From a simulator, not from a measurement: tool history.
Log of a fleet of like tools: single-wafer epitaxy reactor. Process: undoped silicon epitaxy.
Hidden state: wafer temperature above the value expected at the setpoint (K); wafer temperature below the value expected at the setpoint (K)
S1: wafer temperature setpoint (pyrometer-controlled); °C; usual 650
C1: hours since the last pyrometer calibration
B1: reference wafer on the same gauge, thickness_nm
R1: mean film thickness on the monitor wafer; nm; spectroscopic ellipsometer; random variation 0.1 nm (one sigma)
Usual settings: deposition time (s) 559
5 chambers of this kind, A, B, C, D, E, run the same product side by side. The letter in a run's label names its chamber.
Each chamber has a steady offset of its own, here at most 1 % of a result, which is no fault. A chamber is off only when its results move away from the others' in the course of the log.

{"run": "1D", "day": 0.446, "S1": 650, "deposition time (s)": 559, "C1": 2299.2, "B1": 78.273, "R1": 94.026}
{"run": "2B", "day": 0.683, "S1": 650, "deposition time (s)": 559, "C1": 790.4, "B1": 78.277, "R1": 93.292}
{"run": "3A", "day": 1.083, "S1": 650, "deposition time (s)": 559, "C1": 367.3, "B1": 78.255, "R1": 93.524}
{"run": "4C", "day": 1.454, "S1": 650, "deposition time (s)": 559, "C1": 589.4, "B1": 78.256, "R1": 94.295}
{"run": "5E", "day": 1.833, "S1": 650, "deposition time (s)": 559, "C1": 2715.5, "B1": 78.239, "R1": 94.499}
{"run": "6A", "day": 2.283, "S1": 650, "deposition time (s)": 559, "C1": 396.1, "B1": 78.234, "R1": 93.625}
{"run": "7C", "day": 2.608, "S1": 650, "deposition time (s)": 559, "C1": 617.1, "B1": 78.224, "R1": 94.113}
{"run": "8B", "day": 3.058, "S1": 650, "deposition time (s)": 559, "C1": 847.4, "B1": 78.207, "R1": 93.369}
{"run": "9D", "day": 3.288, "S1": 650, "deposition time (s)": 559, "C1": 2367.4, "B1": 78.213, "R1": 94.015}
{"run": "10E", "day": 3.542, "S1": 650, "deposition time (s)": 559, "C1": 2756.5, "B1": 78.18, "R1": 94.313}
{"run": "11E", "day": 3.842, "S1": 650, "deposition time (s)": 559, "C1": 2763.7, "B1": 78.21, "R1": 94.193}
{"run": "12C", "day": 4.296, "S1": 658, "deposition time (s)": 559, "C1": 657.6, "B1": 78.192, "R1": 111.72}
{"run": "13B", "day": 4.538, "S1": 658, "deposition time (s)": 559, "C1": 882.9, "B1": 78.17, "R1": 111.13}
{"run": "14A", "day": 4.912, "S1": 658, "deposition time (s)": 559, "C1": 459.2, "B1": 78.145, "R1": 111.14}
{"run": "15D", "day": 5.271, "S1": 658, "deposition time (s)": 559, "C1": 2415, "B1": 78.158, "R1": 112.01}
{"run": "16A", "day": 5.671, "S1": 658, "deposition time (s)": 559, "C1": 477.4, "B1": 78.118, "R1": 111.53}
{"run": "17D", "day": 6.058, "S1": 637, "deposition time (s)": 668, "C1": 2433.9, "B1": 78.119, "R1": 83.894}
{"run": "18B", "day": 6.454, "S1": 637, "deposition time (s)": 668, "C1": 928.9, "B1": 78.107, "R1": 83.416}
{"run": "19C", "day": 6.792, "S1": 637, "deposition time (s)": 668, "C1": 717.5, "B1": 78.124, "R1": 84.465}
{"run": "20E", "day": 7.008, "S1": 637, "deposition time (s)": 668, "C1": 2839.7, "B1": 78.098, "R1": 84.581}
{"run": "21C", "day": 7.475, "S1": 637, "deposition time (s)": 668, "C1": 733.9, "B1": 78.087, "R1": 84.53}
{"day": 7.617, "done": "chamber E: pyrometer calibrated"}
{"run": "22D", "day": 7.854, "S1": 660, "deposition time (s)": 559, "C1": 2477, "B1": 78.077, "R1": 116.52}
{"run": "23A", "day": 8.292, "S1": 660, "deposition time (s)": 559, "C1": 540.3, "B1": 78.073, "R1": 116.13}
{"run": "24E", "day": 8.638, "S1": 660, "deposition time (s)": 559, "C1": 24.6, "B1": 78.046, "R1": 116.61}
{"run": "25B", "day": 8.95, "S1": 660, "deposition time (s)": 559, "C1": 988.8, "B1": 78.036, "R1": 115.82}
{"run": "26D", "day": 9.246, "S1": 660, "deposition time (s)": 559, "C1": 2510.4, "B1": 78.036, "R1": 116.48}
{"run": "27B", "day": 9.562, "S1": 650, "deposition time (s)": 559, "C1": 1003.5, "B1": 78.024, "R1": 93.28}
{"run": "28A", "day": 9.929, "S1": 650, "deposition time (s)": 559, "C1": 579.6, "B1": 78.005, "R1": 93.335}
{"run": "29C", "day": 10.404, "S1": 650, "deposition time (s)": 504, "C1": 804.2, "B1": 77.986, "R1": 84.755}
{"run": "30E", "day": 10.771, "S1": 650, "deposition time (s)": 504, "C1": 75.8, "B1": 77.984, "R1": 84.768}
{"run": "31C", "day": 11.033, "S1": 650, "deposition time (s)": 504, "C1": 819.3, "B1": 78, "R1": 84.797}
{"run": "32B", "day": 11.362, "S1": 650, "deposition time (s)": 504, "C1": 1046.7, "B1": 77.96, "R1": 83.957}

What goes on in this fleet: one chamber off, a drifting gauge, or nothing beyond the chambers' own small offsets? Name the chamber and the cause, if any.

The gauge drifts, so all chambers seem to drift together. No chamber is off.
Cause: gauge reads low (%) = 0.439.
